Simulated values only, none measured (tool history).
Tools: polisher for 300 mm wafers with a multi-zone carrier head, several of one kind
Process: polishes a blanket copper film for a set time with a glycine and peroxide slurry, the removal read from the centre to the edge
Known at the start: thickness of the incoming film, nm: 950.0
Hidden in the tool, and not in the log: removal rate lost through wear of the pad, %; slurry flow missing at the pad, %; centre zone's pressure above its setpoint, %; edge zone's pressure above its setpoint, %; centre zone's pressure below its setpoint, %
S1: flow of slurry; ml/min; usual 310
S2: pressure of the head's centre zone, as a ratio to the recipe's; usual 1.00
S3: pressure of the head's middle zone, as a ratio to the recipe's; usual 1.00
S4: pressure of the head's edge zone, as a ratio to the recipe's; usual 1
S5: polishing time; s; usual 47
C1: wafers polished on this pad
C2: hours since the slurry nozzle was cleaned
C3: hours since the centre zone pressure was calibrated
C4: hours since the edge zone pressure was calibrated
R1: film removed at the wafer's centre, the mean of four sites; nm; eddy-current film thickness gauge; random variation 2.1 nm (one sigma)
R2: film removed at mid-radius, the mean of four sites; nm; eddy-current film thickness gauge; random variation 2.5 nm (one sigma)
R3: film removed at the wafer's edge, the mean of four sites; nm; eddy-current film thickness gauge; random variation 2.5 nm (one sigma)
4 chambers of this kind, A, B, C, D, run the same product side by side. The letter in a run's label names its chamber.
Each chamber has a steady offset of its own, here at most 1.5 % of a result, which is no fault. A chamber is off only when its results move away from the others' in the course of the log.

run,hour,S1,S2,S3,S4,S5,C1,C2,C3,C4,R1,R2,R3
1C,7.7,310,1.00,1.00,1,47,881,472.8,45.3,1397.6,220.22,218.79,226.08
2B,14.6,310,1.00,1.00,1,47,573,539.2,366.1,848.0,218.48,221.52,220.88
3D,20.3,310,1.00,1.00,1,47,997,183.3,658.9,735.4,223.60,218.20,217.29
# hour 20.7: chamber D: worn pad replaced by a new one
# hour 22.4: chamber D: edge zone pressure recalibrated
# hour 24.5: chamber C: worn pad replaced by a new one
4A,27.5,310,1.00,1.00,1,47,1048,335.8,331.5,710.9,219.02,216.07,222.47
# hour 30.1: chamber B: worn pad replaced by a new one
5C,33.4,310,1.00,0.92,1,47,88,498.5,71.0,1423.3,222.86,204.36,221.67
# hour 36.5: chamber C: edge zone pressure recalibrated
6D,38.0,310,1.00,0.92,1,47,172,201.0,676.6,15.7,220.37,198.85,215.11
7B,43.4,310,1.00,0.92,1,47,132,568.0,394.9,876.8,221.30,203.94,221.44
8A,52.7,310,1.00,0.92,1,47,1298,361.0,356.7,736.1,215.84,203.18,220.24
9D,60.8,310,1.07,1.00,1,31,399,223.8,699.4,38.5,155.71,143.76,144.11
10A,65.5,310,1.07,1.00,1,31,1425,373.8,369.5,748.9,155.70,145.69,144.14
# hour 69.2: chamber A: worn pad replaced by a new one
11B,74.6,310,1.07,1.00,1,31,442,599.2,426.1,908.0,154.23,142.19,147.69
12C,79.8,310,1.07,1.00,1,31,550,544.9,117.4,43.3,157.30,144.34,144.85
13C,84.5,310,1.00,1.00,1,47,596,549.6,122.1,48.0,220.51,219.44,224.84
# hour 86.1: chamber D: slurry nozzle cleaned
# hour 92.6: chamber B: worn pad replaced by a new one
14A,93.7,310,1.00,1.00,1,47,244,402.0,397.7,777.1,219.59,216.89,216.36
15D,98.5,310,1.00,1.00,1,47,773,12.4,737.1,76.2,219.49,217.40,217.80
# hour 102.1: chamber B: centre zone pressure recalibrated
16B,103.4,310,1.00,1.00,1,47,107,628.0,1.3,936.8,194.07,219.99,221.65
17B,109.3,310,1.00,1.00,1,47,166,633.9,7.2,942.7,199.20,220.02,219.27
# hour 112.3: chamber D: worn pad replaced by a new one
18D,114.0,310,1.00,1.00,1,47,16,27.9,752.6,91.7,218.39,220.21,219.12
19C,121.5,310,1.00,1.00,1,47,964,586.6,159.1,85.0,218.67,220.91,228.25
20A,127.1,310,1.00,1.00,1,47,576,435.4,431.1,810.5,220.43,217.29,221.71
21D,133.5,220,1.06,1.00,1,47,210,47.4,772.1,111.2,222.55,208.69,209.35
22C,142.6,220,1.06,1.00,1,47,1174,607.7,180.2,106.1,220.72,212.24,219.62
23A,147.4,220,1.06,1.00,1,47,777,455.7,451.4,830.8,223.97,208.89,212.34
24B,155.9,220,1.06,1.00,1,47,629,680.5,53.8,989.3,202.03,210.10,215.27
25A,165.5,310,0.93,1.00,1,47,957,473.8,469.5,848.9,204.08,222.84,216.59

What goes on in this fleet: one chamber off, a drifting gauge, or nothing beyond the chambers' own small offsets? Name the chamber and the cause, if any.

A service left chamber B off against the others.
Cause: centre zone's pressure below its setpoint, % = 8.62.

Here are 4 candidates for chamber B's next run, each the usual settings with a change, their results left as question marks. Which one brings its results back in line with what the others give on the usual settings?
In line means no further than this from the other chambers' mean on the usual settings: R1 7.50 nm; R2 8.70 nm; R3 8.60 nm
26B-1,172.7,315,1.09,0.98,0.97,47,,,,,?,?,?
26B-2,172.7,315,1.04,0.99,0.99,47,,,,,?,?,?
26B-3,172.7,305,0.96,1.01,1.01,47,,,,,?,?,?
26B-4,172.7,305,0.91,1.02,1.03,47,,,,,?,?,?

The other chambers' mean on the usual settings: R1 219.98 nm; R2 218.31 nm; R3 219.41 nm
run,R1,R2,R3
26B-1,218.03,214.86,216.11
26B-2,207.24,216.95,218.43
26B-3,189.29,220.40,220.16
26B-4,178.53,222.48,222.46
26B-1 brings the chamber back in line.
